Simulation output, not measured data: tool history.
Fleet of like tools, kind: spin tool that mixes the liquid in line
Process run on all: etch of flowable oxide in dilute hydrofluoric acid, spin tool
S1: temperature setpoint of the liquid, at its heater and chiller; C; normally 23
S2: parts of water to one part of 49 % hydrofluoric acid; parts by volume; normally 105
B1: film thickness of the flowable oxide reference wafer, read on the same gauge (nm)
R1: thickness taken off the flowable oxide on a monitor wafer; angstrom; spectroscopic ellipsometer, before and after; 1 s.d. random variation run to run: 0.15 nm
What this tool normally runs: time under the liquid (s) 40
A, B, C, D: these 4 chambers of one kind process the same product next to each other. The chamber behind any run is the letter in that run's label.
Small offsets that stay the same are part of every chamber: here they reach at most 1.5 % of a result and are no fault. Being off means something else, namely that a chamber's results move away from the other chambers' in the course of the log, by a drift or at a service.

Run 1A, hour 11.3: usual settings; B1 120.02. Result: R1 153.920 angstrom.
Run 2B, hour 22.6: usual settings; B1 120.03. Result: R1 151.620 angstrom.
Run 3D, hour 32.8: usual settings; B1 120.00. Result: R1 156.910 angstrom.
Run 4C, hour 39.0: usual settings; B1 119.99. Result: R1 152.870 angstrom.
Run 5C, hour 45.3: usual settings; B1 119.99. Result: R1 151.990 angstrom.
Run 6A, hour 54.1: usual settings; B1 119.98. Result: R1 154.410 angstrom.
Run 7B, hour 59.2: usual settings; B1 120.02. Result: R1 154.410 angstrom.
Run 8D, hour 70.8: usual settings but S1 19 C, S2 135 parts by volume; B1 119.99. Result: R1 100.340 angstrom.
Run 9C, hour 80.7: usual settings but S1 19 C, S2 135 parts by volume; B1 119.97. Result: R1 98.142 angstrom.
Run 10D, hour 86.1: usual settings but S1 19 C, S2 135 parts by volume; B1 120.00. Result: R1 102.150 angstrom.
Run 11B, hour 91.8: usual settings but S1 19 C, S2 135 parts by volume; B1 119.98. Result: R1 98.400 angstrom.
Run 12A, hour 97.7: usual settings; B1 119.97. Result: R1 151.560 angstrom.
Run 13C, hour 108.9: usual settings; B1 119.96. Result: R1 151.550 angstrom.
Run 14B, hour 113.9: usual settings; B1 119.99. Result: R1 154.010 angstrom.
Run 15A, hour 125.2: usual settings; B1 120.02. Result: R1 151.030 angstrom.
Run 16D, hour 131.4: usual settings; B1 119.99. Result: R1 154.640 angstrom.
Run 17C, hour 137.4: usual settings; B1 120.01. Result: R1 152.720 angstrom.
Run 18D, hour 147.3: usual settings but S1 27 C; B1 119.98. Result: R1 181.360 angstrom.
Run 19B, hour 154.5: usual settings but S1 27 C; B1 119.98. Result: R1 179.100 angstrom.
Run 20A, hour 165.2: usual settings but S1 27 C; B1 120.01. Result: R1 175.550 angstrom.
Run 21B, hour 170.5: usual settings but S1 27 C; B1 120.03. Result: R1 180.880 angstrom.
Run 22C, hour 181.4: usual settings; B1 119.98. Result: R1 152.940 angstrom.
Run 23A, hour 188.9: usual settings; B1 120.03. Result: R1 150.620 angstrom.
Run 24D, hour 197.4: usual settings but S2 150 parts by volume, time under the liquid (s) 65; B1 119.99. Result: R1 168.090 angstrom.
Run 25D, hour 206.9: usual settings but S2 150 parts by volume, time under the liquid (s) 65; B1 120.00. Result: R1 166.740 angstrom.
Run 26B, hour 216.8: usual settings but S2 150 parts by volume, time under the liquid (s) 65; B1 120.00. Result: R1 165.500 angstrom.
Run 27C, hour 224.4: usual settings but S2 150 parts by volume, time under the liquid (s) 65; B1 119.96. Result: R1 162.880 angstrom.
Run 28A, hour 232.5: usual settings; B1 119.96. Result: R1 145.090 angstrom.
Run 29A, hour 239.4: usual settings; B1 119.98. Result: R1 148.710 angstrom.
Run 30B, hour 246.6: usual settings but S1 19 C; B1 119.99. Result: R1 128.350 angstrom.
Run 31D, hour 257.1: usual settings but S1 19 C; B1 120.02. Result: R1 131.370 angstrom.
Run 32C, hour 267.8: usual settings but S1 19 C; B1 119.96. Result: R1 130.070 angstrom.
Run 33B, hour 277.2: usual settings but S1 19 C; B1 119.99. Result: R1 128.290 angstrom.
Run 34A, hour 286.3: usual settings; B1 120.00. Result: R1 140.580 angstrom.
Run 35C, hour 294.2: usual settings; B1 120.00. Result: R1 152.760 angstrom.
Run 36D, hour 302.2: usual settings but time under the liquid (s) 55; B1 120.02. Result: R1 215.200 angstrom.

All chambers now run identical settings, listed one chamber a line with results as question marks. What results will each chamber show?
Run 37A, hour 310.6: usual settings. Result: R1 ?.
Run 37B, hour 310.6: usual settings. Result: R1 ?.
Run 37C, hour 310.6: usual settings. Result: R1 ?.
Run 37D, hour 310.6: usual settings. Result: R1 ?.

run       R1
37A  136.380
37B  149.490
37C  152.620
37D  153.930

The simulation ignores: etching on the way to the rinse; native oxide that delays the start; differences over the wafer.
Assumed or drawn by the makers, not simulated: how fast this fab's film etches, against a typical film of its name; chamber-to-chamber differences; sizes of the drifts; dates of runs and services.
